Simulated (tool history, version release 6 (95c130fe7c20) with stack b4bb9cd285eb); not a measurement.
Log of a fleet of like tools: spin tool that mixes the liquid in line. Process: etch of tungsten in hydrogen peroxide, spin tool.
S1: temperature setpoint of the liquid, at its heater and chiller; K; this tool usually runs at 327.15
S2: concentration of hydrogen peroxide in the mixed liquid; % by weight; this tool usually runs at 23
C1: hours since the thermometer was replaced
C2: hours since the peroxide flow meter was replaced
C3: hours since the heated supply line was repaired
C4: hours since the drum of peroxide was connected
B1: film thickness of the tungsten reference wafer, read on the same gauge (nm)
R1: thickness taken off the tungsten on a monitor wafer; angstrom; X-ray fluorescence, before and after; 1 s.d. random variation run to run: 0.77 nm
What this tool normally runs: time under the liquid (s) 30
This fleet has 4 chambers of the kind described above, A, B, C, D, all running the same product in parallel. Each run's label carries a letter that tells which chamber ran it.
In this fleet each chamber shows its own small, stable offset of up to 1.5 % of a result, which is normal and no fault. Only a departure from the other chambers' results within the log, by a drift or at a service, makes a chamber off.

run 1B day=0.379 | S1=327.15 S2=23 time_under_the_liquid_(s)=30 | C1=403.6 C2=1038.7 C3=2375.5 C4=1090 | B1=129.99 | R1=1124.3
run 2D day=0.688 | S1=327.15 S2=23 time_under_the_liquid_(s)=30 | C1=2076.3 C2=215.4 C3=972.2 C4=234.4 | B1=129.98 | R1=1155.2
run 3C day=0.983 | S1=327.15 S2=23 time_under_the_liquid_(s)=30 | C1=130.8 C2=156.9 C3=1221.6 C4=434.1 | B1=130 | R1=1132.6
run 4A day=1.3 | S1=327.15 S2=23 time_under_the_liquid_(s)=30 | C1=1277.8 C2=380.2 C3=188.9 C4=293 | B1=130 | R1=1152.7
run 5D day=1.658 | S1=327.15 S2=23 time_under_the_liquid_(s)=30 | C1=2099.6 C2=238.7 C3=995.5 C4=257.7 | B1=129.99 | R1=1158.5
-- day=1.829 chamber D: thermometer replaced
run 6A day=1.942 | S1=327.15 S2=23 time_under_the_liquid_(s)=30 | C1=1293.2 C2=395.6 C3=204.3 C4=308.4 | B1=129.99 | R1=1154.6
run 7B day=2.192 | S1=327.15 S2=23 time_under_the_liquid_(s)=30 | C1=447.1 C2=1082.2 C3=2419 C4=1133.5 | B1=130.02 | R1=1128.8
run 8C day=2.404 | S1=317.65 S2=23 time_under_the_liquid_(s)=30 | C1=164.9 C2=191 C3=1255.7 C4=468.2 | B1=130.02 | R1=633.4
run 9B day=2.821 | S1=317.65 S2=23 time_under_the_liquid_(s)=30 | C1=462.2 C2=1097.3 C3=2434.1 C4=1148.6 | B1=130 | R1=630.89
run 10D day=3.054 | S1=317.65 S2=23 time_under_the_liquid_(s)=30 | C1=29.5 C2=272.2 C3=1029 C4=291.2 | B1=130 | R1=653.98
run 11A day=3.362 | S1=317.65 S2=23 time_under_the_liquid_(s)=30 | C1=1327.3 C2=429.7 C3=238.4 C4=342.5 | B1=129.98 | R1=636.36
run 12C day=3.596 | S1=327.15 S2=23 time_under_the_liquid_(s)=30 | C1=193.5 C2=219.6 C3=1284.3 C4=496.8 | B1=130 | R1=1129.3
run 13B day=3.808 | S1=327.15 S2=26.5 time_under_the_liquid_(s)=30 | C1=485.9 C2=1121 C3=2457.8 C4=1172.3 | B1=129.98 | R1=1183.8
run 14D day=4.017 | S1=327.15 S2=26.5 time_under_the_liquid_(s)=30 | C1=52.6 C2=295.3 C3=1052.1 C4=314.3 | B1=130 | R1=1238.5
run 15A day=4.383 | S1=327.15 S2=26.5 time_under_the_liquid_(s)=30 | C1=1351.8 C2=454.2 C3=262.9 C4=367 | B1=130 | R1=1243.2
-- day=4.638 chamber C: new drum of peroxide connected
run 16C day=4.75 | S1=327.15 S2=26.5 time_under_the_liquid_(s)=30 | C1=221.2 C2=247.3 C3=1312 C4=2.8 | B1=130 | R1=1224.4
run 17B day=5.088 | S1=327.15 S2=23 time_under_the_liquid_(s)=30 | C1=516.6 C2=1151.7 C3=2488.5 C4=1203 | B1=129.97 | R1=1095.7
run 18D day=5.4 | S1=327.15 S2=23 time_under_the_liquid_(s)=30 | C1=85.8 C2=328.5 C3=1085.3 C4=347.5 | B1=129.98 | R1=1158.9
run 19C day=5.638 | S1=327.15 S2=23 time_under_the_liquid_(s)=30 | C1=242.5 C2=268.6 C3=1333.3 C4=24.1 | B1=130 | R1=1155.2
run 20A day=5.908 | S1=327.15 S2=23 time_under_the_liquid_(s)=30 | C1=1388.4 C2=490.8 C3=299.5 C4=403.6 | B1=130 | R1=1145.5
run 21B day=6.3 | S1=327.15 S2=23 time_under_the_liquid_(s)=30 | C1=545.7 C2=1180.8 C3=2517.6 C4=1232.1 | B1=129.99 | R1=1090.8
-- day=6.533 chamber B: new drum of peroxide connected
run 22D day=6.546 | S1=327.15 S2=23 time_under_the_liquid_(s)=30 | C1=113.3 C2=356 C3=1112.8 C4=375 | B1=129.99 | R1=1151.3
run 23C day=6.908 | S1=327.15 S2=23 time_under_the_liquid_(s)=30 | C1=273 C2=299.1 C3=1363.8 C4=54.6 | B1=129.99 | R1=1139.5
run 24A day=7.3 | S1=327.15 S2=23 time_under_the_liquid_(s)=30 | C1=1421.8 C2=524.2 C3=332.9 C4=437 | B1=130.02 | R1=1146.6
-- day=7.55 chamber B: peroxide flow meter replaced
run 25B day=7.646 | S1=327.15 S2=23 time_under_the_liquid_(s)=30 | C1=578 C2=2.3 C3=2549.9 C4=26.7 | B1=130.01 | R1=1083.7
run 26D day=8.067 | S1=318.65 S2=17 time_under_the_liquid_(s)=30 | C1=149.8 C2=392.5 C3=1149.3 C4=411.5 | B1=130 | R1=599.84
run 27A day=8.442 | S1=318.65 S2=17 time_under_the_liquid_(s)=30 | C1=1449.2 C2=551.6 C3=360.3 C4=464.4 | B1=130.01 | R1=586.94
run 28C day=8.742 | S1=318.65 S2=17 time_under_the_liquid_(s)=30 | C1=317 C2=343.1 C3=1407.8 C4=98.6 | B1=129.99 | R1=580.67
run 29D day=9.125 | S1=318.65 S2=17 time_under_the_liquid_(s)=30 | C1=175.2 C2=417.9 C3=1174.7 C4=436.9 | B1=129.98 | R1=594.89
run 30C day=9.496 | S1=327.15 S2=23 time_under_the_liquid_(s)=30 | C1=335.1 C2=361.2 C3=1425.9 C4=116.7 | B1=130 | R1=1132.9
run 31B day=9.95 | S1=327.15 S2=23 time_under_the_liquid_(s)=30 | C1=633.3 C2=57.6 C3=2605.2 C4=82 | B1=130 | R1=1060.2
run 32A day=10.183 | S1=327.15 S2=23 time_under_the_liquid_(s)=30 | C1=1491 C2=593.4 C3=402.1 C4=506.2 | B1=130.01 | R1=1137
run 33A day=10.492 | S1=327.15 S2=23 time_under_the_liquid_(s)=30 | C1=1498.4 C2=600.8 C3=409.5 C4=513.6 | B1=130.01 | R1=1150.4
run 34B day=10.704 | S1=327.15 S2=23 time_under_the_liquid_(s)=30 | C1=651.4 C2=75.7 C3=2623.3 C4=100.1 | B1=129.99 | R1=1048.1
run 35D day=11.054 | S1=327.15 S2=23 time_under_the_liquid_(s)=30 | C1=221.5 C2=464.2 C3=1221 C4=483.2 | B1=129.98 | R1=1151
run 36C day=11.421 | S1=327.15 S2=23 time_under_the_liquid_(s)=40 | C1=381.3 C2=407.4 C3=1472.1 C4=162.9 | B1=130 | R1=1523.7
-- day=11.65 chamber A: thermometer replaced
run 37A day=11.742 | S1=327.15 S2=23 time_under_the_liquid_(s)=40 | C1=2.3 C2=630.8 C3=439.5 C4=543.6 | B1=130.01 | R1=1502

Which is it: a chamber that has drifted or been left off by a service, a gauge drift common to all chambers, or only each chamber's usual small offset? If a chamber is off, name it and its likeliest cause.

One chamber, B, drifts off from the rest bit by bit.
Likeliest cause: liquid colder than its thermometer reads (K) = 1.54.
Not necessarily distinguishable in this log from: temperature lost on the way to the wafer (K).

Here are 4 candidates for chamber B's next run, each the usual settings with a change, their results left as question marks. Which one brings its results back in line with what the others give on the usual settings?
Maximum distance from the other chambers' mean on the usual settings for a result to count as in line: R1 27 angstrom
run 38B-1 day=12.067 | S1=327.15 S2=28.5 time_under_the_liquid_(s)=30 | R1=?
run 38B-2 day=12.067 | S1=326.15 S2=23 time_under_the_liquid_(s)=30 | R1=?
run 38B-3 day=12.067 | S1=328.15 S2=23 time_under_the_liquid_(s)=30 | R1=?
run 38B-4 day=12.067 | S1=327.15 S2=18.5 time_under_the_liquid_(s)=30 | R1=?

Mean of the other chambers on the usual settings: R1 1146.4 angstrom
run=38B-1 R1=1139.7
run=38B-2 R1=963.68
run=38B-3 R1=1087.1
run=38B-4 R1=917.99
With 38B-1, the chamber falls back in line with the rest.
